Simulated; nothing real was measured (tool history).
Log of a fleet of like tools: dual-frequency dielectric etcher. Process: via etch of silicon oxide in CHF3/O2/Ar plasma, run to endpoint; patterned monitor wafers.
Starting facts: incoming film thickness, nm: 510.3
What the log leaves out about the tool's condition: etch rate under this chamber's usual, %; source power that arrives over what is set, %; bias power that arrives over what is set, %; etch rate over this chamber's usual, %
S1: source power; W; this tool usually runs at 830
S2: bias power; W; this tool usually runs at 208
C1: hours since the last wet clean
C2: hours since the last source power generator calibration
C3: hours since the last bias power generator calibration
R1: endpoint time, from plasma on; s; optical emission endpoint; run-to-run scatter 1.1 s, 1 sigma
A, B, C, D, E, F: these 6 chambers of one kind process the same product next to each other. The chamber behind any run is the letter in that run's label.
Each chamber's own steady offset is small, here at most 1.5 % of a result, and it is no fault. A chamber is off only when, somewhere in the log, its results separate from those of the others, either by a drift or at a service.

{"day": 0.079, "done": "chamber F: wet clean of the chamber"}
{"run": "1C", "day": 0.433, "S1": 830, "S2": 208, "C1": 118.0, "C2": 620.3, "C3": 1616.6, "R1": 215.47}
{"run": "2D", "day": 0.783, "S1": 830, "S2": 208, "C1": 352.2, "C2": 837.2, "C3": 2405.6, "R1": 219.35}
{"run": "3A", "day": 1.096, "S1": 830, "S2": 208, "C1": 297.7, "C2": 2226.6, "C3": 3646.7, "R1": 220.76}
{"run": "4F", "day": 1.329, "S1": 830, "S2": 208, "C1": 30.0, "C2": 534.9, "C3": 1336.2, "R1": 217.54}
{"run": "5E", "day": 1.683, "S1": 830, "S2": 208, "C1": 354.6, "C2": 1815.9, "C3": 1873.2, "R1": 217.17}
{"run": "6B", "day": 2.046, "S1": 830, "S2": 208, "C1": 81.9, "C2": 1246.9, "C3": 2524.1, "R1": 216.49}
{"run": "7F", "day": 2.417, "S1": 830, "S2": 208, "C1": 56.1, "C2": 561.0, "C3": 1362.3, "R1": 214.77}
{"run": "8D", "day": 2.725, "S1": 720, "S2": 187, "C1": 398.8, "C2": 883.8, "C3": 2452.2, "R1": 240.48}
{"run": "9E", "day": 3.017, "S1": 720, "S2": 187, "C1": 386.6, "C2": 1847.9, "C3": 1905.2, "R1": 239.27}
{"run": "10C", "day": 3.242, "S1": 720, "S2": 187, "C1": 185.4, "C2": 687.7, "C3": 1684.0, "R1": 234.03}
{"run": "11B", "day": 3.588, "S1": 720, "S2": 187, "C1": 118.9, "C2": 1283.9, "C3": 2561.1, "R1": 234.01}
{"day": 3.596, "done": "chamber D: wet clean of the chamber"}
{"run": "12A", "day": 3.796, "S1": 720, "S2": 187, "C1": 362.5, "C2": 2291.4, "C3": 3711.5, "R1": 240.83}
{"run": "13E", "day": 4.208, "S1": 720, "S2": 187, "C1": 415.2, "C2": 1876.5, "C3": 1933.8, "R1": 240.23}
{"run": "14B", "day": 4.458, "S1": 830, "S2": 208, "C1": 139.8, "C2": 1304.8, "C3": 2582.0, "R1": 214.98}
{"run": "15A", "day": 4.771, "S1": 830, "S2": 208, "C1": 385.9, "C2": 2314.8, "C3": 3734.9, "R1": 219.82}
{"run": "16F", "day": 5.083, "S1": 830, "S2": 208, "C1": 120.1, "C2": 625.0, "C3": 1426.3, "R1": 218.73}
{"day": 5.338, "done": "chamber E: wet clean of the chamber"}
{"run": "17D", "day": 5.442, "S1": 830, "S2": 208, "C1": 44.4, "C2": 949.0, "C3": 2517.4, "R1": 219.04}
{"run": "18C", "day": 5.842, "S1": 830, "S2": 208, "C1": 247.8, "C2": 750.1, "C3": 1746.4, "R1": 219.36}
{"run": "19D", "day": 6.208, "S1": 830, "S2": 208, "C1": 62.8, "C2": 967.4, "C3": 2535.8, "R1": 220.47}
{"run": "20E", "day": 6.492, "S1": 830, "S2": 208, "C1": 27.8, "C2": 1931.3, "C3": 1988.6, "R1": 219.97}
{"day": 6.65, "done": "chamber A: wet clean of the chamber"}
{"run": "21C", "day": 6.821, "S1": 830, "S2": 208, "C1": 271.3, "C2": 773.6, "C3": 1769.9, "R1": 221.18}
{"run": "22B", "day": 7.208, "S1": 830, "S2": 208, "C1": 205.8, "C2": 1370.8, "C3": 2648.0, "R1": 215.73}
{"run": "23F", "day": 7.575, "S1": 720, "S2": 244, "C1": 179.9, "C2": 684.8, "C3": 1486.1, "R1": 219.15}
{"run": "24A", "day": 7.983, "S1": 720, "S2": 244, "C1": 32.1, "C2": 2391.9, "C3": 3812.0, "R1": 216.96}
{"day": 8.125, "done": "chamber B: bias power generator calibrated"}
{"run": "25B", "day": 8.35, "S1": 720, "S2": 244, "C1": 233.2, "C2": 1398.2, "C3": 5.5, "R1": 215.43}
{"run": "26E", "day": 8.704, "S1": 720, "S2": 244, "C1": 80.9, "C2": 1984.4, "C3": 2041.7, "R1": 218.25}
{"run": "27D", "day": 9.088, "S1": 720, "S2": 244, "C1": 131.9, "C2": 1036.5, "C3": 2604.9, "R1": 218.34}
{"run": "28A", "day": 9.392, "S1": 720, "S2": 244, "C1": 65.9, "C2": 2425.7, "C3": 3845.8, "R1": 219.37}
{"run": "29F", "day": 9.608, "S1": 830, "S2": 208, "C1": 228.7, "C2": 733.6, "C3": 1534.9, "R1": 220.08}
{"run": "30C", "day": 9.917, "S1": 830, "S2": 208, "C1": 345.6, "C2": 847.9, "C3": 1844.2, "R1": 222.58}
{"run": "31B", "day": 10.304, "S1": 830, "S2": 208, "C1": 280.1, "C2": 1445.1, "C3": 52.4, "R1": 216.61}
{"run": "32E", "day": 10.717, "S1": 750, "S2": 164, "C1": 129.2, "C2": 2032.7, "C3": 2090.0, "R1": 245.78}
{"run": "33C", "day": 11.033, "S1": 750, "S2": 164, "C1": 372.4, "C2": 874.7, "C3": 1871.0, "R1": 252.85}
{"run": "34A", "day": 11.246, "S1": 750, "S2": 164, "C1": 110.4, "C2": 2470.2, "C3": 3890.3, "R1": 247.32}
{"run": "35D", "day": 11.508, "S1": 750, "S2": 164, "C1": 190.0, "C2": 1094.6, "C3": 2663.0, "R1": 247.74}
{"run": "36F", "day": 11.917, "S1": 750, "S2": 164, "C1": 284.1, "C2": 789.0, "C3": 1590.3, "R1": 244.53}
{"run": "37F", "day": 12.304, "S1": 750, "S2": 164, "C1": 293.4, "C2": 798.3, "C3": 1599.6, "R1": 244.35}
{"run": "38A", "day": 12.642, "S1": 830, "S2": 208, "C1": 143.9, "C2": 2503.7, "C3": 3923.8, "R1": 217.51}

One chamber off, gauge drift, or nothing amiss beyond the chambers' own small offsets? If it is a chamber, which one, and what is the likeliest cause?

Little by little, chamber C moves away from the other chambers.
Likeliest cause: etch rate under this chamber's usual, % = 5.42.

Which of the 4 candidates below, each the usual settings with something changed and its results left as question marks, puts chamber C back in line with what the other chambers give on the usual settings?
In line here means within this much of the mean the other chambers give on the usual settings: R1 3.90 s
{"run": "39C-1", "day": 12.962, "S1": 920, "S2": 228, "R1": "?"}
{"run": "39C-2", "day": 12.962, "S1": 780, "S2": 197, "R1": "?"}
{"run": "39C-3", "day": 12.962, "S1": 830, "S2": 233, "R1": "?"}
{"run": "39C-4", "day": 12.962, "S1": 830, "S2": 163, "R1": "?"}

Other chambers, usual settings, mean: R1 217.97 s
run=39C-1 R1=211.63
run=39C-2 R1=236.62
run=39C-3 R1=218.31
run=39C-4 R1=245.99
39C-3 brings the chamber back in line.

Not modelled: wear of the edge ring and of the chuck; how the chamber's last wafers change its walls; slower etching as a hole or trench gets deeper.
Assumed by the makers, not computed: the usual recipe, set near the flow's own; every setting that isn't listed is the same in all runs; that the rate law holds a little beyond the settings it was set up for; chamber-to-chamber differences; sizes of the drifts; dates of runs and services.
